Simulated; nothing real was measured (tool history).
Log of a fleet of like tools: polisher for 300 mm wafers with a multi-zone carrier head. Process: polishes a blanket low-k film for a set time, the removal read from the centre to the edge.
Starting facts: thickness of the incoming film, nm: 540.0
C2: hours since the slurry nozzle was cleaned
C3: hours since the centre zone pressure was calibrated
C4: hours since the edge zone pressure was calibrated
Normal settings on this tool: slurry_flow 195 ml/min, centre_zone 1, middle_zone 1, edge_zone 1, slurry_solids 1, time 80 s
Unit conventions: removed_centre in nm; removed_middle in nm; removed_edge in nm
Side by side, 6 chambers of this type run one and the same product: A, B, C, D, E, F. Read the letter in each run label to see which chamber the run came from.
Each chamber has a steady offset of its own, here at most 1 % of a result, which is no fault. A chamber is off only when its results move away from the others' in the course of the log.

-- hour=6.6 chamber F: worn pad replaced by a new one
run 1F hour=9.2 | slurry_flow=195 centre_zone=1 middle_zone=1 edge_zone=1 slurry_solids=1 time=80 | wafers_polished_on_this_pad=23 C2=190.8 C3=61.1 C4=353.0 | removed_centre=36.620 removed_middle=38.542 removed_edge=37.792
-- hour=13.9 chamber C: worn pad replaced by a new one
-- hour=16.7 chamber C: slurry nozzle cleaned
run 2D hour=19.0 | slurry_flow=195 centre_zone=1 middle_zone=1 edge_zone=1 slurry_solids=1 time=80 | wafers_polished_on_this_pad=586 C2=307.5 C3=244.3 C4=238.1 | removed_centre=36.837 removed_middle=36.867 removed_edge=38.166
-- hour=22.3 chamber A: worn pad replaced by a new one
run 3B hour=32.8 | slurry_flow=195 centre_zone=1 middle_zone=1 edge_zone=1 slurry_solids=1 time=80 | wafers_polished_on_this_pad=450 C2=140.9 C3=33.9 C4=194.6 | removed_centre=37.739 removed_middle=37.722 removed_edge=37.902
-- hour=35.2 chamber D: worn pad replaced by a new one
run 4C hour=46.4 | slurry_flow=195 centre_zone=1 middle_zone=1 edge_zone=1 slurry_solids=1 time=80 | wafers_polished_on_this_pad=277 C2=29.8 C3=777.8 C4=451.7 | removed_centre=36.408 removed_middle=36.661 removed_edge=37.459
run 5A hour=52.7 | slurry_flow=195 centre_zone=1 middle_zone=1 edge_zone=1 slurry_solids=1 time=80 | wafers_polished_on_this_pad=259 C2=307.7 C3=74.6 C4=179.4 | removed_centre=37.407 removed_middle=36.824 removed_edge=38.296
-- hour=55.8 chamber E: worn pad replaced by a new one
run 6E hour=61.6 | slurry_flow=195 centre_zone=1 middle_zone=1 edge_zone=1 slurry_solids=1 time=80 | wafers_polished_on_this_pad=50 C2=65.3 C3=298.3 C4=399.3 | removed_centre=37.153 removed_middle=36.347 removed_edge=37.328
-- hour=65.9 chamber B: worn pad replaced by a new one
run 7E hour=72.1 | slurry_flow=195 centre_zone=1 middle_zone=1 edge_zone=1 slurry_solids=1 time=80 | wafers_polished_on_this_pad=139 C2=75.8 C3=308.8 C4=409.8 | removed_centre=37.515 removed_middle=38.073 removed_edge=38.347
-- hour=76.6 chamber F: worn pad replaced by a new one
run 8C hour=85.2 | slurry_flow=195 centre_zone=1 middle_zone=1 edge_zone=1 slurry_solids=1 time=80 | wafers_polished_on_this_pad=608 C2=68.6 C3=816.6 C4=490.5 | removed_centre=38.112 removed_middle=36.181 removed_edge=37.990
run 9D hour=92.6 | slurry_flow=195 centre_zone=1 middle_zone=1 edge_zone=1 slurry_solids=1 time=80 | wafers_polished_on_this_pad=489 C2=381.1 C3=317.9 C4=311.7 | removed_centre=36.746 removed_middle=38.098 removed_edge=37.720
run 10A hour=104.2 | slurry_flow=250 centre_zone=1 middle_zone=1 edge_zone=1 slurry_solids=1 time=80 | wafers_polished_on_this_pad=699 C2=359.2 C3=126.1 C4=230.9 | removed_centre=38.891 removed_middle=38.915 removed_edge=38.578
-- hour=105.9 chamber A: slurry nozzle cleaned
run 11B hour=115.3 | slurry_flow=250 centre_zone=1 middle_zone=1 edge_zone=1 slurry_solids=1 time=80 | wafers_polished_on_this_pad=421 C2=223.4 C3=116.4 C4=277.1 | removed_centre=39.641 removed_middle=39.123 removed_edge=38.217
-- hour=119.7 chamber D: worn pad replaced by a new one
run 12F hour=122.2 | slurry_flow=250 centre_zone=1 middle_zone=1 edge_zone=1 slurry_solids=1 time=80 | wafers_polished_on_this_pad=389 C2=303.8 C3=174.1 C4=466.0 | removed_centre=38.891 removed_middle=39.246 removed_edge=38.346
-- hour=127.3 chamber C: centre zone pressure recalibrated
-- hour=130.9 chamber C: worn pad replaced by a new one
run 13F hour=133.5 | slurry_flow=250 centre_zone=1 middle_zone=1 edge_zone=1 slurry_solids=1 time=80 | wafers_polished_on_this_pad=485 C2=315.1 C3=185.4 C4=477.3 | removed_centre=39.510 removed_middle=39.485 removed_edge=38.325
run 14C hour=142.1 | slurry_flow=250 centre_zone=1 middle_zone=1 edge_zone=1 slurry_solids=1 time=80 | wafers_polished_on_this_pad=95 C2=125.5 C3=14.9 C4=547.4 | removed_centre=43.532 removed_middle=38.600 removed_edge=38.127
-- hour=149.1 chamber B: worn pad replaced by a new one
run 15D hour=149.2 | slurry_flow=250 centre_zone=1 middle_zone=1 edge_zone=1 slurry_solids=1 time=80 | wafers_polished_on_this_pad=252 C2=437.7 C3=374.5 C4=368.3 | removed_centre=39.505 removed_middle=38.894 removed_edge=38.233
-- hour=152.1 chamber A: worn pad replaced by a new one
-- hour=153.3 chamber F: worn pad replaced by a new one
run 16E hour=158.0 | slurry_flow=195 centre_zone=1 middle_zone=1 edge_zone=1 slurry_solids=1 time=80 | wafers_polished_on_this_pad=872 C2=161.7 C3=394.7 C4=495.7 | removed_centre=37.836 removed_middle=37.814 removed_edge=37.474
run 17B hour=167.3 | slurry_flow=195 centre_zone=1 middle_zone=1 edge_zone=1 slurry_solids=1 time=80 | wafers_polished_on_this_pad=156 C2=275.4 C3=168.4 C4=329.1 | removed_centre=38.372 removed_middle=38.003 removed_edge=37.953
-- hour=168.6 chamber B: slurry nozzle cleaned
run 18A hour=178.1 | slurry_flow=195 centre_zone=1 middle_zone=1 edge_zone=1 slurry_solids=1 time=80 | wafers_polished_on_this_pad=221 C2=72.2 C3=200.0 C4=304.8 | removed_centre=37.837 removed_middle=37.313 removed_edge=36.785
-- hour=186.2 chamber D: worn pad replaced by a new one
run 19A hour=190.1 | slurry_flow=195 centre_zone=1 middle_zone=1 edge_zone=1 slurry_solids=1 time=80 | wafers_polished_on_this_pad=324 C2=84.2 C3=212.0 C4=316.8 | removed_centre=38.421 removed_middle=37.064 removed_edge=38.320
-- hour=190.6 chamber E: worn pad replaced by a new one
-- hour=201.4 chamber F: slurry nozzle cleaned
run 20C hour=203.6 | slurry_flow=195 centre_zone=1 middle_zone=1 edge_zone=1 slurry_solids=1 time=80 | wafers_polished_on_this_pad=620 C2=187.0 C3=76.4 C4=608.9 | removed_centre=41.790 removed_middle=37.074 removed_edge=37.474
run 21F hour=215.6 | slurry_flow=195 centre_zone=1 middle_zone=1 edge_zone=1 slurry_solids=1 time=80 | wafers_polished_on_this_pad=531 C2=14.3 C3=267.5 C4=559.4 | removed_centre=38.001 removed_middle=38.801 removed_edge=38.067
-- hour=224.8 chamber B: worn pad replaced by a new one
run 22B hour=225.2 | slurry_flow=195 centre_zone=1 middle_zone=1 edge_zone=1 slurry_solids=1 time=80 | wafers_polished_on_this_pad=4 C2=56.6 C3=226.3 C4=387.0 | removed_centre=37.606 removed_middle=37.639 removed_edge=37.829
-- hour=238.3 chamber F: worn pad replaced by a new one
run 23D hour=239.4 | slurry_flow=195 centre_zone=1 middle_zone=1 edge_zone=1 slurry_solids=1 time=80 | wafers_polished_on_this_pad=453 C2=527.9 C3=464.7 C4=458.5 | removed_centre=38.055 removed_middle=38.398 removed_edge=37.468
run 24E hour=251.3 | slurry_flow=195 centre_zone=1 middle_zone=1 edge_zone=1 slurry_solids=1 time=80 | wafers_polished_on_this_pad=517 C2=255.0 C3=488.0 C4=589.0 | removed_centre=36.371 removed_middle=37.755 removed_edge=37.812
run 25B hour=260.8 | slurry_flow=195 centre_zone=1 middle_zone=1 edge_zone=1 slurry_solids=1 time=80 | wafers_polished_on_this_pad=307 C2=92.2 C3=261.9 C4=422.6 | removed_centre=37.807 removed_middle=37.242 removed_edge=37.659
-- hour=266.4 chamber E: slurry nozzle cleaned
-- hour=267.9 chamber A: worn pad replaced by a new one
-- hour=268.5 chamber D: worn pad replaced by a new one
run 26E hour=271.7 | slurry_flow=195 centre_zone=1 middle_zone=1 edge_zone=1 slurry_solids=1 time=80 | wafers_polished_on_this_pad=691 C2=5.4 C3=508.4 C4=609.4 | removed_centre=37.619 removed_middle=38.459 removed_edge=37.813
run 27A hour=280.8 | slurry_flow=195 centre_zone=1 middle_zone=1 edge_zone=1 slurry_solids=1 time=80 | wafers_polished_on_this_pad=110 C2=174.9 C3=302.7 C4=407.5 | removed_centre=37.491 removed_middle=38.309 removed_edge=38.467
-- hour=282.7 chamber C: worn pad replaced by a new one
-- hour=283.3 chamber D: centre zone pressure recalibrated
run 28D hour=292.9 | slurry_flow=195 centre_zone=1 middle_zone=1 edge_zone=1 slurry_solids=1 time=80 | wafers_polished_on_this_pad=208 C2=581.4 C3=9.6 C4=512.0 | removed_centre=37.742 removed_middle=37.430 removed_edge=37.869
run 29F hour=301.9 | slurry_flow=195 centre_zone=1 middle_zone=1 edge_zone=1 slurry_solids=1 time=80 | wafers_polished_on_this_pad=542 C2=100.6 C3=353.8 C4=645.7 | removed_centre=37.162 removed_middle=39.100 removed_edge=37.821
-- hour=304.6 chamber A: edge zone pressure recalibrated
run 30C hour=309.9 | slurry_flow=195 centre_zone=1 middle_zone=1 edge_zone=1 slurry_solids=1 time=80 | wafers_polished_on_this_pad=232 C2=293.3 C3=182.7 C4=715.2 | removed_centre=42.807 removed_middle=37.916 removed_edge=37.874
-- hour=312.9 chamber B: worn pad replaced by a new one
-- hour=315.8 chamber F: worn pad replaced by a new one
run 31F hour=320.0 | slurry_flow=195 centre_zone=1 middle_zone=1 edge_zone=1 slurry_solids=1 time=80 | wafers_polished_on_this_pad=35 C2=118.7 C3=371.9 C4=663.8 | removed_centre=37.425 removed_middle=37.141 removed_edge=37.458
run 32D hour=326.4 | slurry_flow=235 centre_zone=1 middle_zone=1 edge_zone=1 slurry_solids=1 time=60 | wafers_polished_on_this_pad=494 C2=614.9 C3=43.1 C4=545.5 | removed_centre=29.176 removed_middle=29.457 removed_edge=28.468
run 33A hour=333.0 | slurry_flow=235 centre_zone=1 middle_zone=1 edge_zone=1 slurry_solids=1 time=60 | wafers_polished_on_this_pad=555 C2=227.1 C3=354.9 C4=28.5 | removed_centre=28.760 removed_middle=28.529 removed_edge=28.466
-- hour=340.1 chamber C: edge zone pressure recalibrated
-- hour=340.4 chamber E: worn pad replaced by a new one
run 34B hour=340.9 | slurry_flow=235 centre_zone=1 middle_zone=1 edge_zone=1 slurry_solids=1 time=60 | wafers_polished_on_this_pad=239 C2=172.3 C3=342.0 C4=502.7 | removed_centre=29.932 removed_middle=28.962 removed_edge=28.993
run 35C hour=349.9 | slurry_flow=235 centre_zone=1 middle_zone=1 edge_zone=1 slurry_solids=1 time=60 | wafers_polished_on_this_pad=573 C2=333.3 C3=222.7 C4=9.9 | removed_centre=32.926 removed_middle=28.804 removed_edge=29.305
run 36E hour=361.6 | slurry_flow=235 centre_zone=1 middle_zone=1 edge_zone=1 slurry_solids=1 time=60 | wafers_polished_on_this_pad=181 C2=95.3 C3=598.3 C4=699.3 | removed_centre=29.386 removed_middle=28.946 removed_edge=28.453
run 37E hour=369.8 | slurry_flow=235 centre_zone=1 middle_zone=1 edge_zone=1 slurry_solids=1 time=60 | wafers_polished_on_this_pad=251 C2=103.5 C3=606.5 C4=707.5 | removed_centre=28.502 removed_middle=28.734 removed_edge=29.664
run 38C hour=384.2 | slurry_flow=195 centre_zone=1 middle_zone=1 edge_zone=1 slurry_solids=1 time=80 | wafers_polished_on_this_pad=865 C2=367.6 C3=257.0 C4=44.2 | removed_centre=41.965 removed_middle=36.649 removed_edge=37.531

Next, every chamber runs the same settings. What will each give?
run 39A hour=394.5 | slurry_flow=195 centre_zone=1 middle_zone=1 edge_zone=1 slurry_solids=1 time=80 | removed_centre=? removed_middle=? removed_edge=?
run 39B hour=394.5 | slurry_flow=195 centre_zone=1 middle_zone=1 edge_zone=1 slurry_solids=1 time=80 | removed_centre=? removed_middle=? removed_edge=?
run 39C hour=394.5 | slurry_flow=195 centre_zone=1 middle_zone=1 edge_zone=1 slurry_solids=1 time=80 | removed_centre=? removed_middle=? removed_edge=?
run 39D hour=394.5 | slurry_flow=195 centre_zone=1 middle_zone=1 edge_zone=1 slurry_solids=1 time=80 | removed_centre=? removed_middle=? removed_edge=?
run 39E hour=394.5 | slurry_flow=195 centre_zone=1 middle_zone=1 edge_zone=1 slurry_solids=1 time=80 | removed_centre=? removed_middle=? removed_edge=?
run 39F hour=394.5 | slurry_flow=195 centre_zone=1 middle_zone=1 edge_zone=1 slurry_solids=1 time=80 | removed_centre=? removed_middle=? removed_edge=?

run=39A removed_centre=38.655 removed_middle=38.126 removed_edge=37.917
run=39B removed_centre=37.044 removed_middle=37.451 removed_edge=37.551
run=39C removed_centre=41.896 removed_middle=37.223 removed_edge=37.360
run=39D removed_centre=37.294 removed_middle=37.816 removed_edge=37.927
run=39E removed_centre=36.962 removed_middle=38.128 removed_edge=37.928
run=39F removed_centre=37.758 removed_middle=38.008 removed_edge=38.459

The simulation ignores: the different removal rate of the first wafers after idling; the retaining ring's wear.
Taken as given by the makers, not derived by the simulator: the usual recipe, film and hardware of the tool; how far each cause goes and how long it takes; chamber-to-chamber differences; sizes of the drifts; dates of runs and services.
